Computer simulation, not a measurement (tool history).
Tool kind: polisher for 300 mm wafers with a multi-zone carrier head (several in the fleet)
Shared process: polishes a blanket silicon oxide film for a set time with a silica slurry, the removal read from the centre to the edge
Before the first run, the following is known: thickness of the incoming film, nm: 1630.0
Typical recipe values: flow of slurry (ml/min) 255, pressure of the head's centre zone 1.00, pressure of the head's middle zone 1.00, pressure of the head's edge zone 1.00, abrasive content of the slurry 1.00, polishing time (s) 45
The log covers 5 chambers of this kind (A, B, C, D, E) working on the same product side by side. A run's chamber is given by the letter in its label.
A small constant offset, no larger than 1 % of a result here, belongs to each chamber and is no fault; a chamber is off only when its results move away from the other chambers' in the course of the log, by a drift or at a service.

run,hour,flow of slurry (ml/min),pressure of the head's centre zone,pressure of the head's middle zone,pressure of the head's edge zone,abrasive content of the slurry,polishing time (s),wafers polished on this pad,hours since the slurry nozzle was cleaned,hours since the centre zone pressure was calibrated,hours since the edge zone pressure was calibrated,film removed at the wafer's centre (Å),film removed at mid-radius (Å),film removed at the wafer's edge (Å)
1C,8.2,255,1.00,1.00,1.00,1.00,45,631,207.6,529.4,257.9,1724.1,1754.5,1746.1
# hour 10.6: chamber B: worn pad replaced by a new one
# hour 11.5: chamber E: centre zone pressure recalibrated
2B,13.2,255,1.00,1.00,1.00,1.00,45,21,132.5,106.8,338.2,1766.9,1756.5,1794.0
# hour 15.9: chamber E: slurry nozzle cleaned
# hour 16.1: chamber A: centre zone pressure recalibrated
3D,17.3,255,1.00,1.00,1.00,1.00,45,593,160.7,29.1,274.7,1761.4,1753.2,1784.4
# hour 21.0: chamber A: worn pad replaced by a new one
4A,22.9,255,1.00,1.00,1.00,1.00,45,16,338.7,6.8,39.9,1778.2,1755.6,1767.4
5E,30.1,255,1.00,1.00,1.00,1.00,45,1539,14.3,18.6,379.6,1754.0,1755.8,1752.4
# hour 33.7: chamber E: worn pad replaced by a new one
# hour 34.1: chamber D: worn pad replaced by a new one
6A,34.2,255,1.00,1.00,1.00,1.00,45,108,350.0,18.1,51.2,1716.4,1775.3,1764.8
7C,38.3,255,1.00,1.00,1.00,1.00,45,878,237.7,559.5,288.0,1730.0,1787.6,1773.7
# hour 39.2: chamber A: slurry nozzle cleaned
8D,45.8,255,1.00,1.00,1.00,1.00,45,96,189.2,57.6,303.2,1754.1,1753.9,1755.0
9E,51.2,255,1.00,1.00,1.00,1.00,45,143,35.4,39.7,400.7,1747.7,1772.3,1764.1
# hour 57.2: chamber C: centre zone pressure recalibrated
10B,57.2,335,1.00,1.00,1.00,1.00,45,381,176.5,150.8,382.2,1837.1,1792.0,1826.8
# hour 61.7: chamber C: worn pad replaced by a new one
11B,62.3,335,1.00,1.00,1.00,1.00,45,423,181.6,155.9,387.3,1794.8,1817.4,1796.8
12E,69.2,335,1.00,1.00,1.00,1.00,45,290,53.4,57.7,418.7,1789.1,1812.7,1822.3
13C,77.7,335,1.00,1.00,1.00,1.00,45,131,277.1,20.6,327.4,1812.3,1818.3,1779.7
14A,86.3,335,1.00,1.00,1.00,1.00,45,535,47.2,70.2,103.3,1838.9,1811.0,1831.5
# hour 90.8: chamber B: worn pad replaced by a new one
15D,91.4,255,1.00,1.00,1.00,1.00,45,469,234.8,103.2,348.8,1764.5,1756.9,1779.1
16C,99.5,255,1.00,1.00,1.00,1.00,45,309,298.9,42.4,349.2,1757.6,1775.7,1755.0
17B,106.3,255,1.00,1.07,1.08,1.00,45,127,225.6,199.9,431.3,1750.4,1861.9,1816.2
18D,112.7,255,1.00,1.07,1.08,1.00,45,643,256.1,124.5,370.1,1780.8,1864.4,1839.8
19A,119.5,255,1.00,1.07,1.08,1.00,45,806,80.4,103.4,136.5,1749.1,1886.0,1849.0
# hour 127.2: chamber A: worn pad replaced by a new one
20E,128.1,255,1.00,1.07,1.08,1.00,45,772,112.3,116.6,477.6,1779.7,1864.6,1819.1
21C,132.0,255,1.00,1.07,1.08,1.00,45,575,331.4,74.9,381.7,1743.3,1867.2,1864.3
22A,138.9,225,1.00,1.00,1.08,1.00,45,95,99.8,122.8,155.9,1716.1,1725.3,1841.8
23B,145.2,225,1.00,1.00,1.08,1.00,45,445,264.5,238.8,470.2,1706.9,1750.7,1794.9
# hour 145.9: chamber D: worn pad replaced by a new one
24E,153.0,225,1.00,1.00,1.08,1.00,45,976,137.2,141.5,502.5,1724.3,1746.6,1842.5
25D,159.6,225,1.00,1.00,1.08,1.00,45,112,303.0,171.4,417.0,1727.0,1721.4,1803.0
# hour 164.6: chamber B: worn pad replaced by a new one
26C,165.0,225,1.00,1.00,1.08,1.00,45,845,364.4,107.9,414.7,1763.7,1733.3,1806.1
# hour 167.1: chamber C: edge zone pressure recalibrated
27A,171.4,255,1.00,1.00,1.00,1.00,45,361,132.3,155.3,188.4,1748.7,1801.3,1763.1
28B,178.4,255,1.00,1.00,1.00,1.00,45,113,297.7,272.0,503.4,1740.7,1765.7,1746.8
# hour 183.6: chamber C: worn pad replaced by a new one
29E,186.8,255,1.00,1.00,1.00,1.00,45,1253,171.0,175.3,536.3,1813.4,1769.8,1760.5
30D,191.6,255,1.00,1.00,1.00,1.00,45,374,335.0,203.4,449.0,1765.0,1750.2,1789.9
31A,198.2,255,1.00,1.00,1.00,1.00,45,581,159.1,182.1,215.2,1763.2,1763.7,1799.0
# hour 201.8: chamber D: edge zone pressure recalibrated
32C,203.3,255,0.93,1.00,0.90,1.00,45,161,402.7,146.2,36.3,1594.1,1753.1,1681.9
# hour 207.1: chamber E: worn pad replaced by a new one
33E,207.8,255,0.93,1.00,0.90,1.00,45,5,192.0,196.3,557.3,1615.0,1767.7,1648.5
34D,213.3,255,0.93,1.00,0.90,1.00,45,551,356.7,225.1,11.5,1610.6,1774.9,1680.1
35B,220.9,255,0.93,1.00,0.90,1.00,45,461,340.2,314.5,545.9,1611.4,1746.1,1670.5
36A,226.3,255,0.93,1.00,0.90,1.00,45,811,187.2,210.2,243.3,1635.4,1788.5,1678.4
# hour 228.7: chamber A: worn pad replaced by a new one
37E,231.7,255,1.00,1.00,1.00,1.00,45,201,215.9,220.2,581.2,1743.9,1771.9,1777.1
38C,240.3,255,1.00,1.00,1.05,0.85,45,464,439.7,183.2,73.3,1627.2,1658.0,1715.1
# hour 240.7: chamber B: worn pad replaced by a new one
39B,248.4,255,1.00,1.00,1.05,0.85,45,63,367.7,342.0,573.4,1620.7,1639.8,1633.9
# hour 248.6: chamber D: worn pad replaced by a new one
40D,255.8,255,1.00,1.00,1.05,0.85,45,59,399.2,267.6,54.0,1620.5,1641.6,1677.4
41B,260.3,255,1.00,1.00,1.05,0.85,45,160,379.6,353.9,585.3,1589.9,1637.6,1667.5
42D,265.9,255,1.00,1.00,1.05,0.85,45,141,409.3,277.7,64.1,1638.1,1621.6,1669.7
43A,272.7,255,1.00,1.00,1.00,1.00,45,360,233.6,256.6,289.7,1744.8,1780.6,1755.5

Has any chamber moved away from the others, gradually or after a service, or does the common gauge drift, or do the chambers differ only by their own small steady offsets? State the chamber and the most likely cause if one applies.

Nothing is wrong: each chamber keeps only its own small, steady offset and the gauge holds still.
